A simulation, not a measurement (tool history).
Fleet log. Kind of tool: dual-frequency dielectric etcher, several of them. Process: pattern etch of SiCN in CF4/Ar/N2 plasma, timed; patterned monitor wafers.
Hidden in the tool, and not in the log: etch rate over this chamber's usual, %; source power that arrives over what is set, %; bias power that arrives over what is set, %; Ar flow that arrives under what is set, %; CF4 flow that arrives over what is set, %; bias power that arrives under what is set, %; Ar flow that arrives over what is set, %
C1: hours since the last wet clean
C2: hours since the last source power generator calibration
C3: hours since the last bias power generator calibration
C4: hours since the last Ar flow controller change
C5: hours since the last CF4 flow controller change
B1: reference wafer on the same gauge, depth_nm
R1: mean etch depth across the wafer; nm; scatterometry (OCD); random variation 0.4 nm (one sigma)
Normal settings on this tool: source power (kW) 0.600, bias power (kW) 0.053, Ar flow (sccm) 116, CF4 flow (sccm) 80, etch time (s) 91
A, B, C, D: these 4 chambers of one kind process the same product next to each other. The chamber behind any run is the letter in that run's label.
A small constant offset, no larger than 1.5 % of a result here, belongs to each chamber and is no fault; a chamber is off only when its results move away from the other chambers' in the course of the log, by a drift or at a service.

Run 1D, hour 9.4: usual settings; C1 203.9; C2 2611.5; C3 1851.1; C4 985.5; C5 1880.9; B1 83.231. Result: R1 91.028 nm.
Run 2B, hour 21.6: usual settings; C1 439.8; C2 1793.5; C3 111.2; C4 2601.5; C5 2800.5; B1 83.274. Result: R1 91.656 nm.
Run 3C, hour 34.2: usual settings; C1 351.2; C2 737.0; C3 4108.7; C4 4776.1; C5 42.2; B1 83.280. Result: R1 91.562 nm.
Run 4A, hour 42.6: usual settings; C1 319.7; C2 2008.8; C3 2114.3; C4 2419.5; C5 3301.5; B1 83.368. Result: R1 90.465 nm.
Run 5A, hour 49.3: usual settings; C1 326.4; C2 2015.5; C3 2121.0; C4 2426.2; C5 3308.2; B1 83.234. Result: R1 90.746 nm.
Run 6D, hour 60.9: usual settings but bias power (kW) 0.061, Ar flow (sccm) 139; C1 255.4; C2 2663.0; C3 1902.6; C4 1037.0; C5 1932.4; B1 83.310. Result: R1 92.646 nm.
Run 7C, hour 74.1: usual settings but bias power (kW) 0.061, Ar flow (sccm) 139; C1 391.1; C2 776.9; C3 4148.6; C4 4816.0; C5 82.1; B1 83.358. Result: R1 92.951 nm.
Run 8B, hour 82.0: usual settings but bias power (kW) 0.061, Ar flow (sccm) 139; C1 500.2; C2 1853.9; C3 171.6; C4 2661.9; C5 2860.9; B1 83.268. Result: R1 91.956 nm.
Run 9A, hour 94.4: usual settings but bias power (kW) 0.061, Ar flow (sccm) 139; C1 371.5; C2 2060.6; C3 2166.1; C4 2471.3; C5 3353.3; B1 83.339. Result: R1 92.097 nm.
Run 10C, hour 105.8: usual settings; C1 422.8; C2 808.6; C3 4180.3; C4 4847.7; C5 113.8; B1 83.306. Result: R1 91.966 nm.
Run 11D, hour 115.3: usual settings; C1 309.8; C2 2717.4; C3 1957.0; C4 1091.4; C5 1986.8; B1 83.366. Result: R1 91.191 nm.
Run 12B, hour 125.6: usual settings; C1 543.8; C2 1897.5; C3 215.2; C4 2705.5; C5 2904.5; B1 83.288. Result: R1 91.689 nm.
Run 13C, hour 137.5: usual settings; C1 454.5; C2 840.3; C3 4212.0; C4 4879.4; C5 145.5; B1 83.216. Result: R1 92.529 nm.
At hour 146.2: chamber B: wet clean of the chamber.
Run 14B, hour 150.7: usual settings; C1 4.5; C2 1922.6; C3 240.3; C4 2730.6; C5 2929.6; B1 83.301. Result: R1 91.202 nm.
Run 15D, hour 164.3: usual settings but CF4 flow (sccm) 62; C1 358.8; C2 2766.4; C3 2006.0; C4 1140.4; C5 2035.8; B1 83.289. Result: R1 87.090 nm.
At hour 173.6: chamber D: wet clean of the chamber.
Run 16A, hour 176.8: usual settings but CF4 flow (sccm) 62; C1 453.9; C2 2143.0; C3 2248.5; C4 2553.7; C5 3435.7; B1 83.250. Result: R1 86.778 nm.
Run 17C, hour 185.8: usual settings but CF4 flow (sccm) 62; C1 502.8; C2 888.6; C3 4260.3; C4 4927.7; C5 193.8; B1 83.271. Result: R1 88.003 nm.
Run 18A, hour 197.4: usual settings but CF4 flow (sccm) 62; C1 474.5; C2 2163.6; C3 2269.1; C4 2574.3; C5 3456.3; B1 83.367. Result: R1 86.321 nm.
Run 19D, hour 206.1: usual settings but bias power (kW) 0.043, CF4 flow (sccm) 87; C1 32.5; C2 2808.2; C3 2047.8; C4 1182.2; C5 2077.6; B1 83.305. Result: R1 87.039 nm.
Run 20B, hour 215.2: usual settings but bias power (kW) 0.043, CF4 flow (sccm) 87; C1 69.0; C2 1987.1; C3 304.8; C4 2795.1; C5 2994.1; B1 83.263. Result: R1 86.931 nm.
Run 21C, hour 224.6: usual settings but bias power (kW) 0.043, CF4 flow (sccm) 87; C1 541.6; C2 927.4; C3 4299.1; C4 4966.5; C5 232.6; B1 83.271. Result: R1 89.096 nm.
Run 22D, hour 230.7: usual settings but bias power (kW) 0.043, CF4 flow (sccm) 87; C1 57.1; C2 2832.8; C3 2072.4; C4 1206.8; C5 2102.2; B1 83.378. Result: R1 86.955 nm.
Run 23A, hour 241.2: usual settings; C1 518.3; C2 2207.4; C3 2312.9; C4 2618.1; C5 3500.1; B1 83.350. Result: R1 90.580 nm.
Run 24B, hour 249.4: usual settings; C1 103.2; C2 2021.3; C3 339.0; C4 2829.3; C5 3028.3; B1 83.293. Result: R1 90.444 nm.
Run 25C, hour 255.6: usual settings; C1 572.6; C2 958.4; C3 4330.1; C4 4997.5; C5 263.6; B1 83.224. Result: R1 93.381 nm.
Run 26B, hour 269.3: usual settings; C1 123.1; C2 2041.2; C3 358.9; C4 2849.2; C5 3048.2; B1 83.281. Result: R1 90.921 nm.
At hour 275.1: chamber A: source power generator calibrated.
Run 27D, hour 281.6: usual settings; C1 108.0; C2 2883.7; C3 2123.3; C4 1257.7; C5 2153.1; B1 83.214. Result: R1 90.703 nm.
Run 28A, hour 290.7: usual settings; C1 567.8; C2 15.6; C3 2362.4; C4 2667.6; C5 3549.6; B1 83.370. Result: R1 90.463 nm.
Run 29B, hour 301.0: usual settings; C1 154.8; C2 2072.9; C3 390.6; C4 2880.9; C5 3079.9; B1 83.243. Result: R1 90.195 nm.
Run 30A, hour 312.1: usual settings; C1 589.2; C2 37.0; C3 2383.8; C4 2689.0; C5 3571.0; B1 83.359. Result: R1 90.671 nm.
Run 31C, hour 324.1: usual settings; C1 641.1; C2 1026.9; C3 4398.6; C4 5066.0; C5 332.1; B1 83.237. Result: R1 93.803 nm.
Run 32D, hour 330.3: usual settings but etch time (s) 75; C1 156.7; C2 2932.4; C3 2172.0; C4 1306.4; C5 2201.8; B1 83.296. Result: R1 75.256 nm.
Run 33C, hour 341.2: usual settings but etch time (s) 75; C1 658.2; C2 1044.0; C3 4415.7; C4 5083.1; C5 349.2; B1 83.254. Result: R1 77.184 nm.
Run 34A, hour 351.1: usual settings but etch time (s) 75; C1 628.2; C2 76.0; C3 2422.8; C4 2728.0; C5 3610.0; B1 83.256. Result: R1 74.966 nm.
Run 35D, hour 364.1: usual settings but etch time (s) 75; C1 190.5; C2 2966.2; C3 2205.8; C4 1340.2; C5 2235.6; B1 83.295. Result: R1 75.247 nm.
Run 36B, hour 376.8: usual settings; C1 230.6; C2 2148.7; C3 466.4; C4 2956.7; C5 3155.7; B1 83.290. Result: R1 91.480 nm.
At hour 377.3: chamber A: wet clean of the chamber.
Run 37A, hour 383.8: usual settings; C1 6.6; C2 108.7; C3 2455.5; C4 2760.7; C5 3642.7; B1 83.274. Result: R1 89.982 nm.
Run 38B, hour 396.4: usual settings; C1 250.2; C2 2168.3; C3 486.0; C4 2976.3; C5 3175.3; B1 83.288. Result: R1 91.268 nm.
Run 39C, hour 403.6: usual settings but source power (kW) 0.520; C1 720.6; C2 1106.4; C3 4478.1; C4 5145.5; C5 411.6; B1 83.345. Result: R1 83.248 nm.

Predict what each chamber gives when all 4 of them run the settings below next.
Run 40A, hour 413.4: usual settings. Result: R1 ?.
Run 40B, hour 413.4: usual settings. Result: R1 ?.
Run 40C, hour 413.4: usual settings. Result: R1 ?.
Run 40D, hour 413.4: usual settings. Result: R1 ?.

run      R1
40A  91.106
40B  91.119
40C  94.526
40D  90.632
